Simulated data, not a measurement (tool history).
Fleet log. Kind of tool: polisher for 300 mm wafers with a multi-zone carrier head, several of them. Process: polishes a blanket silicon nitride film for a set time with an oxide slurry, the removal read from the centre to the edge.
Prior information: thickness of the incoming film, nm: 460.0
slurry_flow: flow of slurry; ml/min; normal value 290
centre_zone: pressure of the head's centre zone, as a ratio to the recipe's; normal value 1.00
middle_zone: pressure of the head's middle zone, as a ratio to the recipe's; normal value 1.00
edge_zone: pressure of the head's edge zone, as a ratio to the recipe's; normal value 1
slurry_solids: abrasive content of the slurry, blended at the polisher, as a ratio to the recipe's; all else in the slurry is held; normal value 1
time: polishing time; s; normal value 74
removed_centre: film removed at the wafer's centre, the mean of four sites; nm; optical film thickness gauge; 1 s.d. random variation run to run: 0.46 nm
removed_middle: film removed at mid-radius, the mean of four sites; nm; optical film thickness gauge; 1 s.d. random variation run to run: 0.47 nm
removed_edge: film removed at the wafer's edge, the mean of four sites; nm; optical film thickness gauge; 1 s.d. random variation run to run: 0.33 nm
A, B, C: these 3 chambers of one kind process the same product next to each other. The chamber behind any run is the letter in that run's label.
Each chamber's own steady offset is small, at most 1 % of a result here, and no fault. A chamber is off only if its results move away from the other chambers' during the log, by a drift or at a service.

run,day,slurry_flow,centre_zone,middle_zone,edge_zone,slurry_solids,time,wafers polished on this pad,hours since the slurry nozzle was cleaned,hours since the centre zone pressure was calibrated,hours since the edge zone pressure was calibrated,removed_centre,removed_middle,removed_edge
# day 0.096: chamber B: slurry nozzle cleaned
# day 0.142: chamber B: worn pad replaced by a new one
1B,0.192,290,1.00,1.00,1,1,74,14,2.4,717.3,75.9,45.862,45.231,46.225
2A,0.525,290,1.00,1.00,1,1,74,628,195.4,610.3,553.3,45.372,45.120,45.310
# day 0.704: chamber C: worn pad replaced by a new one
3C,0.754,290,1.00,1.00,1,1,74,13,435.1,254.3,431.8,46.125,45.682,45.463
4B,0.958,290,1.00,1.00,1,1,74,218,20.8,735.7,94.3,46.296,45.911,45.509
5C,1.192,290,1.00,1.00,1,1,74,129,445.6,264.8,442.3,46.145,46.035,44.870
6A,1.400,290,1.00,1.00,1,1,74,861,216.4,631.3,574.3,46.170,45.131,45.277
# day 1.508: chamber A: worn pad replaced by a new one
7A,1.596,290,1.00,1.00,1,1,74,23,221.1,636.0,579.0,45.991,44.797,44.929
8B,1.938,290,1.00,1.00,1,1,74,479,44.3,759.2,117.8,44.992,45.284,46.222
9C,2.267,290,1.00,1.00,1,1,74,416,471.4,290.6,468.1,45.584,46.239,45.897
10A,2.612,290,1.00,1.00,1,1,74,294,245.5,660.4,603.4,45.014,45.365,45.787
11C,2.871,290,1.00,1.00,1,1,74,577,485.9,305.1,482.6,45.183,45.988,45.315
12B,3.225,290,1.00,1.00,1,1,74,822,75.2,790.1,148.7,45.627,45.464,45.021
13A,3.438,225,1.12,1.00,1,1,74,514,265.3,680.2,623.2,48.807,43.465,43.902
14B,3.650,225,1.12,1.00,1,1,74,936,85.4,800.3,158.9,49.674,44.643,44.520
15C,3.942,225,1.12,1.00,1,1,74,862,511.6,330.8,508.3,49.555,44.635,44.455
# day 4.075: chamber C: worn pad replaced by a new one
16A,4.175,290,1.00,1.00,1,1,74,711,283.0,697.9,640.9,44.551,45.535,45.457
17C,4.350,290,1.00,1.00,1,1,74,73,521.4,340.6,518.1,44.934,45.694,45.647
# day 4.633: chamber A: worn pad replaced by a new one
18B,4.638,290,1.00,1.00,1,1,74,1199,109.1,824.0,182.6,46.028,46.018,45.524
# day 4.750: chamber A: slurry nozzle cleaned
19B,4.962,290,1.00,1.00,1,1,74,1285,116.9,831.8,190.4,45.025,45.924,45.370
# day 5.038: chamber B: centre zone pressure recalibrated
# day 5.188: chamber B: worn pad replaced by a new one
20C,5.212,290,1.00,1.00,1,1,74,303,542.1,361.3,538.8,44.496,45.393,45.129
21A,5.454,290,1.00,1.00,1,1,74,219,16.9,728.6,671.6,45.716,45.002,45.286
22B,5.629,290,1.00,1.00,1,1,74,118,132.9,14.2,206.4,46.087,46.315,45.426
23C,5.875,290,1.00,1.00,1,1,74,479,558.0,377.2,554.7,44.375,46.427,45.677
24A,6.067,290,1.00,1.00,1,1,74,383,31.6,743.3,686.3,45.281,44.753,45.628
25B,6.367,290,1.00,1.00,1,1,74,314,150.6,31.9,224.1,44.989,45.878,45.250
26A,6.717,290,1.00,1.00,1,1,74,556,47.2,758.9,701.9,45.554,45.579,46.164
27C,6.996,290,1.00,1.00,1,1,74,778,584.9,404.1,581.6,44.652,46.111,45.939
28B,7.212,290,1.00,1.00,1,1,74,540,170.9,52.2,244.4,45.857,45.505,46.086
29A,7.479,290,1.00,1.00,1,1,74,759,65.5,777.2,720.2,45.428,44.692,46.672
# day 7.758: chamber A: worn pad replaced by a new one
30C,7.804,290,1.00,1.00,1,1,74,993,604.3,423.5,601.0,44.000,46.187,45.276
# day 7.958: chamber C: worn pad replaced by a new one
31A,8.012,290,1.00,1.00,1,1,74,68,78.3,790.0,733.0,45.316,44.850,45.027
32B,8.196,290,1.00,1.00,1,1,74,802,194.5,75.8,268.0,45.583,46.534,46.024
33C,8.512,290,1.00,1.00,1,1,74,148,621.3,440.5,618.0,43.281,46.354,45.307
34B,8.725,290,1.00,1.00,1,1,74,943,207.2,88.5,280.7,45.535,46.297,45.858
# day 8.862: chamber C: edge zone pressure recalibrated
35C,8.925,290,1.00,1.00,1,1,74,258,631.2,450.4,1.5,42.802,46.465,45.393
36A,9.229,290,1.00,1.00,1,1,99,392,107.5,819.2,762.2,61.589,60.447,61.370
37B,9.483,290,1.00,1.00,1,1,99,1145,225.4,106.7,298.9,60.865,60.912,61.047
38A,9.721,290,1.00,1.00,1,1,99,523,119.3,831.0,774.0,60.768,59.472,61.254

Next, every chamber runs the same settings. What will each give?
39A,9.979,290,1.00,1.09,1,1,74,,,,,?,?,?
39B,9.979,290,1.00,1.09,1,1,74,,,,,?,?,?
39C,9.979,290,1.00,1.09,1,1,74,,,,,?,?,?

run,removed_centre,removed_middle,removed_edge
39A,46.250,48.563,45.408
39B,46.027,49.421,46.185
39C,43.261,49.212,45.362

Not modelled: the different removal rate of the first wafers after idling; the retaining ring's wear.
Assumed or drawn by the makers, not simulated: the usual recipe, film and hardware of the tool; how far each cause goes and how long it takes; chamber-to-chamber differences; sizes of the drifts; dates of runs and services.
